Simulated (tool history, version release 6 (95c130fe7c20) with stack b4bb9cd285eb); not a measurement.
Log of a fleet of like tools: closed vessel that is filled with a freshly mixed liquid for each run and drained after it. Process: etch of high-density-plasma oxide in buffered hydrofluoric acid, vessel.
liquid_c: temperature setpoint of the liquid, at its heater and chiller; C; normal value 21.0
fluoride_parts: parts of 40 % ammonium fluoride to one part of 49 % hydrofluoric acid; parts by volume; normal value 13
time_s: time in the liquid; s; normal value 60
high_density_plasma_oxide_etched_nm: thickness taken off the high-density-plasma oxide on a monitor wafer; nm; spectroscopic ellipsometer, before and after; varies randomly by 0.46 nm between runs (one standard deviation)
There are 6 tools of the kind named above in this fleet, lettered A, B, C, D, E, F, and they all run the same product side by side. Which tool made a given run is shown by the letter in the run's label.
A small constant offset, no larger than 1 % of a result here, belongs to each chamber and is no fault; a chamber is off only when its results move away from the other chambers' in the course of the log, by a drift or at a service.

| run | hour | liquid_c | fluoride_parts | time_s | read-back film thickness of the high-density-plasma oxide reference wafer, read on the same gauge (nm) | high_density_plasma_oxide_etched_nm |
|---|---|---|---|---|---|---|
| 1C | 3.3 | 21.0 | 13 | 60 | 139.98 | 70.666 |
| 2A | 8.0 | 21.0 | 13 | 60 | 139.99 | 70.309 |
| 3F | 11.2 | 21.0 | 13 | 60 | 139.99 | 70.013 |
| 4B | 14.5 | 21.0 | 13 | 60 | 140.04 | 70.158 |
| 5D | 17.1 | 21.0 | 13 | 60 | 140.01 | 71.402 |
| 6E | 22.1 | 21.0 | 13 | 60 | 140.00 | 70.136 |
| 7B | 24.7 | 21.0 | 13 | 60 | 139.97 | 69.930 |
| 8F | 28.9 | 23.0 | 13 | 80 | 140.06 | 104.210 |
| 9C | 31.7 | 23.0 | 13 | 80 | 139.98 | 105.820 |
| 10D | 34.6 | 23.0 | 13 | 80 | 140.00 | 105.730 |
| 11E | 37.3 | 23.0 | 13 | 80 | 140.00 | 104.680 |
| 12A | 41.9 | 23.0 | 13 | 80 | 140.02 | 103.380 |
| 13A | 44.4 | 23.0 | 13 | 80 | 139.97 | 103.400 |
| 14B | 47.3 | 21.0 | 13 | 60 | 140.01 | 70.330 |
| 15F | 50.4 | 21.0 | 13 | 60 | 140.02 | 70.037 |
| 16D | 54.3 | 21.0 | 13 | 60 | 140.02 | 71.038 |
| 17E | 58.3 | 21.0 | 13 | 60 | 140.01 | 70.368 |
| 18C | 61.3 | 21.0 | 13 | 60 | 139.99 | 70.966 |
| 19C | 64.9 | 21.0 | 13 | 60 | 139.99 | 71.363 |
| 20D | 69.1 | 21.0 | 13 | 60 | 140.00 | 70.247 |
| 21F | 72.3 | 21.0 | 13 | 60 | 140.01 | 70.403 |
| 22B | 75.4 | 21.0 | 13 | 60 | 140.02 | 70.142 |
| 23E | 80.2 | 21.0 | 13 | 60 | 140.00 | 70.597 |
| 24A | 84.8 | 21.0 | 13 | 60 | 139.96 | 68.015 |
| 25A | 89.8 | 21.0 | 13 | 60 | 139.99 | 67.547 |
| 26F | 93.5 | 21.0 | 13 | 60 | 139.98 | 69.148 |
| 27E | 98.7 | 21.0 | 13 | 60 | 140.00 | 69.895 |
| 28C | 101.6 | 21.0 | 13 | 60 | 139.99 | 70.517 |
| 29D | 105.9 | 21.0 | 13 | 60 | 140.01 | 70.401 |
| 30B | 108.4 | 21.0 | 13 | 60 | 140.03 | 69.874 |
| 31F | 111.4 | 21.0 | 13 | 60 | 140.03 | 69.919 |
| 32E | 115.7 | 24.5 | 10 | 60 | 139.98 | 108.190 |
| 33D | 120.6 | 24.5 | 10 | 60 | 139.99 | 110.480 |
| 34B | 124.5 | 24.5 | 10 | 60 | 140.01 | 109.970 |
| 35C | 129.8 | 24.5 | 10 | 60 | 140.00 | 111.440 |
| 36A | 134.8 | 24.5 | 10 | 60 | 139.97 | 103.910 |

What goes on in this fleet: one chamber off, a drifting gauge, or nothing beyond the chambers' own small offsets? Name the chamber and the cause, if any.

Little by little, chamber A moves away from the other chambers.
Cause: hydrofluoric acid flow below the setpoint (%) = 6.18.
The log might look much the same if the cause were instead: liquid colder than its thermometer reads (K).

Chamber A could run next with any of the 4 candidate recipes listed below; each alters the usual settings, and their results appear as question marks. Which one brings its results back in line with what the other chambers deliver on the usual settings?
In-line tolerance around the mean of the other chambers on the usual settings: high_density_plasma_oxide_etched_nm 1.600 nm
| 37A-1 | 138.5 | 22.0 | 13 | 60 |  | ? |
| 37A-2 | 138.5 | 20.5 | 13 | 60 |  | ? |
| 37A-3 | 138.5 | 21.5 | 13 | 60 |  | ? |
| 37A-4 | 138.5 | 20.0 | 13 | 60 |  | ? |

What the other chambers average on the usual settings: high_density_plasma_oxide_etched_nm 70.352 nm
| run | high_density_plasma_oxide_etched_nm |
|---|---|
| 37A-1 | 69.580 |
| 37A-2 | 64.048 |
| 37A-3 | 67.679 |
| 37A-4 | 62.315 |
With 37A-1, the chamber falls back in line with the rest.

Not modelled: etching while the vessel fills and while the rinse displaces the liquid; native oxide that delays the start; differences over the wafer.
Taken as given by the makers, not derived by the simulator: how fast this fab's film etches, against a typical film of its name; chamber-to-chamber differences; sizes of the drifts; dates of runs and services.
